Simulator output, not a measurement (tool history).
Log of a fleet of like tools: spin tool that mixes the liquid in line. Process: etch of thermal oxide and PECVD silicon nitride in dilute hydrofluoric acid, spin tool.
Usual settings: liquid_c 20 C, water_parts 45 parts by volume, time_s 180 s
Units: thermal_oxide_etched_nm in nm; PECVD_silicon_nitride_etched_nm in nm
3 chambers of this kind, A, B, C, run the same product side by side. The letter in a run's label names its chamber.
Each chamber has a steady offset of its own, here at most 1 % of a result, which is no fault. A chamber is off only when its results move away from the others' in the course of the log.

run	hour	liquid_c	water_parts	time_s	hours since the thermometer was replaced	hours since the hydrofluoric acid flow meter was replaced	read-back film thickness of the thermal oxide reference wafer, read on the same gauge (nm)	read-back film thickness of the PECVD silicon nitride reference wafer, read on the same gauge (nm)	thermal_oxide_etched_nm	PECVD_silicon_nitride_etched_nm
1B	9.4	20	45	180	1124.9	621.3	140.02	69.996	17.566	7.9082
2C	17.8	20	45	180	584.8	446.7	140.00	70.037	17.575	7.8698
3A	32.6	20	45	180	1265.8	1290.2	140.03	70.014	17.613	7.8970
4B	48.6	20	45	180	1164.1	660.5	139.98	70.000	17.472	7.8373
5A	63.9	20	45	180	1297.1	1321.5	139.99	69.986	17.512	7.7707
6C	79.4	20	45	180	646.4	508.3	140.02	69.987	17.615	7.7928
7B	90.9	20	45	180	1206.4	702.8	139.98	70.024	17.673	7.8924
8A	104.1	20	45	180	1337.3	1361.7	139.99	70.031	17.181	7.8462
9C	119.6	20	45	180	686.6	548.5	140.01	69.992	17.367	7.9081
10A	134.7	20	45	180	1367.9	1392.3	139.99	69.998	17.727	7.7973
11C	143.5	20	45	180	710.5	572.4	140.02	69.988	17.778	7.9810
12B	152.7	20	45	180	1268.2	764.6	139.96	69.988	17.525	7.8548
13B	168.5	20	45	180	1284.0	780.4	140.01	70.001	17.434	7.8599
14A	182.2	20	45	180	1415.4	1439.8	140.02	70.013	17.541	7.8424
15C	196.0	20	45	180	763.0	624.9	139.98	69.994	17.535	7.9400
16C	206.3	20	45	180	773.3	635.2	139.98	69.968	17.260	7.9276
17B	218.3	20	45	180	1333.8	830.2	140.01	70.049	17.683	7.8506
18A	228.9	20	45	180	1462.1	1486.5	139.95	70.040	17.445	7.9086
19A	240.3	20	45	180	1473.5	1497.9	140.00	69.987	17.607	7.7937
20C	251.9	20	45	180	818.9	680.8	140.01	70.000	17.632	7.8851
21B	262.8	20	45	180	1378.3	874.7	140.01	70.013	17.698	7.8512
22C	275.2	20	30	180	842.2	704.1	140.02	70.011	26.754	11.7450
23A	291.6	20	30	180	1524.8	1549.2	139.99	69.989	26.686	11.6710
24B	304.6	20	30	180	1420.1	916.5	139.99	70.036	26.800	11.7090
# hour 311.6: chamber A: hydrofluoric acid flow meter replaced
25C	319.2	18	30	180	886.2	748.1	139.98	70.057	24.600	10.2710
26A	333.2	18	30	180	1566.4	21.6	139.99	70.001	24.835	10.1380
27B	345.6	18	30	180	1461.1	957.5	139.97	70.021	24.807	10.1670
28A	353.9	20	45	180	1587.1	42.3	140.00	69.984	17.397	7.8259
29B	366.6	20	45	180	1482.1	978.5	139.99	69.997	17.481	7.9420
30C	374.9	20	45	180	941.9	803.8	140.00	70.004	17.559	7.8674
# hour 377.8: chamber C: thermometer replaced
31A	383.0	20	45	180	1616.2	71.4	140.03	70.000	17.388	7.8372
32C	396.1	20	45	180	18.3	825.0	139.98	70.042	17.458	7.8943
33B	405.6	20	45	180	1521.1	1017.5	139.99	69.973	17.449	7.8787
34A	415.0	20	45	180	1648.2	103.4	139.99	70.018	17.495	7.8534
35C	428.1	20	45	180	50.3	857.0	139.98	70.007	17.315	7.9295
36B	442.5	20	45	180	1558.0	1054.4	140.02	70.021	17.866	7.8917
37A	451.3	18	45	180	1684.5	139.7	139.99	69.977	16.046	6.8331
38B	460.6	18	45	180	1576.1	1072.5	140.01	69.981	16.314	6.9339

All 3 chambers run these settings next. Forecast each chamber's results:
39A	472.6	20	60	180					?	?
39B	472.6	20	60	180					?	?
39C	472.6	20	60	180					?	?

run	thermal_oxide_etched_nm	PECVD_silicon_nitride_etched_nm
39A	12.953	5.9910
39B	13.112	5.9825
39C	12.944	5.9829
